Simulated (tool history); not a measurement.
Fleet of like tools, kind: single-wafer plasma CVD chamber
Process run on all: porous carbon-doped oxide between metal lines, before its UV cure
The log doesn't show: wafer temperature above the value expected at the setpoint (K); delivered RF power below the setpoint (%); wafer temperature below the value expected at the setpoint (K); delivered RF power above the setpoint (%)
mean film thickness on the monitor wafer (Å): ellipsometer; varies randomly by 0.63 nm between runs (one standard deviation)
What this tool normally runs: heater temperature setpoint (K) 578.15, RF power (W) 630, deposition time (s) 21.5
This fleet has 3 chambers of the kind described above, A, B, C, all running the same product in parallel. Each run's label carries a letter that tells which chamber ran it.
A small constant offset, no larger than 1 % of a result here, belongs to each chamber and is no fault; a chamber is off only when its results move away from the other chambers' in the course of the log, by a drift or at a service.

run   hour  heater temperature setpoint (K)  RF power (W)  deposition time (s)  hours since the last thermocouple change  hours since the last RF generator calibration  read-back reference wafer on the same gauge, thickness_nm  mean film thickness on the monitor wafer (Å)
 1A    7.1                           578.15           630                 21.5                                    1579.3                                          667.5                                                        121                                        1317.5
 2B   15.7                           578.15           630                 21.5                                     830.2                                            412                                                        121                                        1342.7
 3C   25.8                           578.15           630                 21.5                                     521.7                                          528.1                                                     120.94                                        1312.1
 4B   35.5                           578.15           630                 21.5                                       850                                          431.8                                                     120.88                                        1329.5
 5C   45.3                           578.15           630                 21.5                                     541.2                                          547.6                                                      121.1                                        1334.6
 6A   53.9                           578.15           675                 21.5                                    1626.1                                          714.3                                                     120.94                                        1377.6
 7A   63.1                           578.15           675                 21.5                                    1635.3                                          723.5                                                     121.03                                        1376.5
 8B   75.1                           578.15           675                 21.5                                     889.6                                          471.4                                                     120.97                                        1396.8
 9C   82.4                           578.15           630                 21.5                                     578.3                                          584.7                                                     120.99                                        1337.4
10C   94.5                           578.15           630                 21.5                                     590.4                                          596.8                                                     121.02                                        1315.9
11A  100.9                           578.15           590                 18.3                                    1673.1                                          761.3                                                     121.11                                        1081.8
12B  113.3                           578.15           590                 18.3                                     927.8                                          509.6                                                     120.97                                        1093.5
13C  125.9                           578.15           590                 18.3                                     621.8                                          628.2                                                     121.13                                        1086.9
14B  134.5                           578.15           630                 21.5                                       949                                          530.8                                                     120.93                                        1335.4
15A  142.1                           578.15           630                 18.6                                    1714.3                                          802.5                                                     120.96                                        1144.1
16C  154.2                           578.15           630                 18.6                                     650.1                                          656.5                                                     121.05                                        1150.5
     163.6  -- chamber A: thermocouple changed; heater temperature recalibrated
17A  165.4                           578.15           630                 18.6                                       1.8                                          825.8                                                      120.9                                        1139.1
18B  177.6                           578.15           630                 21.5                                     992.1                                          573.9                                                     121.03                                        1327.9
19B  184.1                           578.15           630                 21.5                                     998.6                                          580.4                                                     121.06                                        1343.4
20A  196.2                           578.15           630                 21.5                                      32.6                                          856.6                                                     120.92                                        1319.1
21C  206.6                           578.15           630                 21.5                                     702.5                                          708.9                                                     121.02                                        1335.9

Next, every chamber runs the same settings. What will each give?
22A   216                           578.15           630                   25                                                                                                                                                                                                 ?
22B   216                           578.15           630                   25                                                                                                                                                                                                 ?
22C   216                           578.15           630                   25                                                                                                                                                                                                 ?

run  mean film thickness on the monitor wafer (Å)
22A                                        1535.8
22B                                        1546.5
22C                                        1522.7
